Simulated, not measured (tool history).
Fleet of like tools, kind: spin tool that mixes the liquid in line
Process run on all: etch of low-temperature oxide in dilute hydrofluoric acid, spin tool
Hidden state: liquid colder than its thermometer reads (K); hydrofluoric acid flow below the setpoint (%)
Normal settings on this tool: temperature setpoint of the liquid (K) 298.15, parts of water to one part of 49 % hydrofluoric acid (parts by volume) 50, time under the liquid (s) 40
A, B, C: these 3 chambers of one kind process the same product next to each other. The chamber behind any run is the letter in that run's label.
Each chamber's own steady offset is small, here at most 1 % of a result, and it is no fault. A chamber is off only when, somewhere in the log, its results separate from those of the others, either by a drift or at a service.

run	hour	temperature setpoint of the liquid (K)	parts of water to one part of 49 % hydrofluoric acid (parts by volume)	time under the liquid (s)	hours since the thermometer was replaced	hours since the hydrofluoric acid flow meter was replaced	read-back film thickness of the low-temperature oxide reference wafer, read on the same gauge (nm)	thickness taken off the low-temperature oxide on a monitor wafer (nm)
1A	3.6	298.15	50	40	518.1	131.5	79.982	9.5301
2C	7.2	298.15	50	40	940.6	1107.8	79.955	9.7111
3B	12.3	298.15	50	40	909.5	919.9	80.015	9.7168
4A	17.2	298.15	50	40	531.7	145.1	79.973	9.6512
5B	19.8	298.15	70	25	917	927.4	80.004	4.2202
6C	23	298.15	70	25	956.4	1123.6	79.983	4.16
7B	27.2	298.15	70	25	924.4	934.8	80.02	4.2549
8C	29.9	298.15	50	40	963.3	1130.5	79.979	9.6828
9A	32.9	298.15	50	40	547.4	160.8	79.967	9.4727
10C	35.5	298.15	50	40	968.9	1136.1	79.962	9.6855
11B	40.7	298.15	50	40	937.9	948.3	79.979	9.5655
12A	44.9	298.15	50	40	559.4	172.8	80.006	9.5827
13C	48.7	298.15	50	40	982.1	1149.3	80.029	9.7076
14B	52.5	298.15	50	40	949.7	960.1	80.036	9.4641
15A	56.2	298.15	50	40	570.7	184.1	79.999	9.5398
16C	59.7	298.15	50	40	993.1	1160.3	79.994	9.805
17A	62.6	298.15	50	40	577.1	190.5	80.027	9.6826
18B	65.9	294.65	50	55	963.1	973.5	80.014	11.131
19A	69	294.65	50	55	583.5	196.9	80.005	11.521
20B	74.2	294.65	50	55	971.4	981.8	79.99	11
21C	79.2	298.15	50	40	1012.6	1179.8	80.016	9.6833
# hour 80.6: chamber B: thermometer replaced
22B	83.1	298.15	40	40	2.6	990.7	80.003	11.832
23C	85.5	298.15	40	40	1018.9	1186.1	80.012	12.482
24A	89.2	298.15	40	40	603.7	217.1	80.056	12.033
25C	94.2	298.15	50	40	1027.6	1194.8	79.985	9.6869
26B	98.2	298.15	50	40	17.7	1005.8	80.018	9.058
27A	103	294.65	50	55	617.5	230.9	80.011	11.292
28A	107.2	294.65	50	55	621.7	235.1	80.012	11.232
29C	111.1	294.65	50	55	1044.5	1211.7	80.018	11.71
30B	114.4	298.15	50	40	33.9	1022	80.015	9.0157

Next, every chamber runs the same settings. What will each give?
31A	118.1	298.15	50	40				?
31B	118.1	298.15	50	40				?
31C	118.1	298.15	50	40				?

run	thickness taken off the low-temperature oxide on a monitor wafer (nm)
31A	9.6647
31B	8.8754
31C	9.598
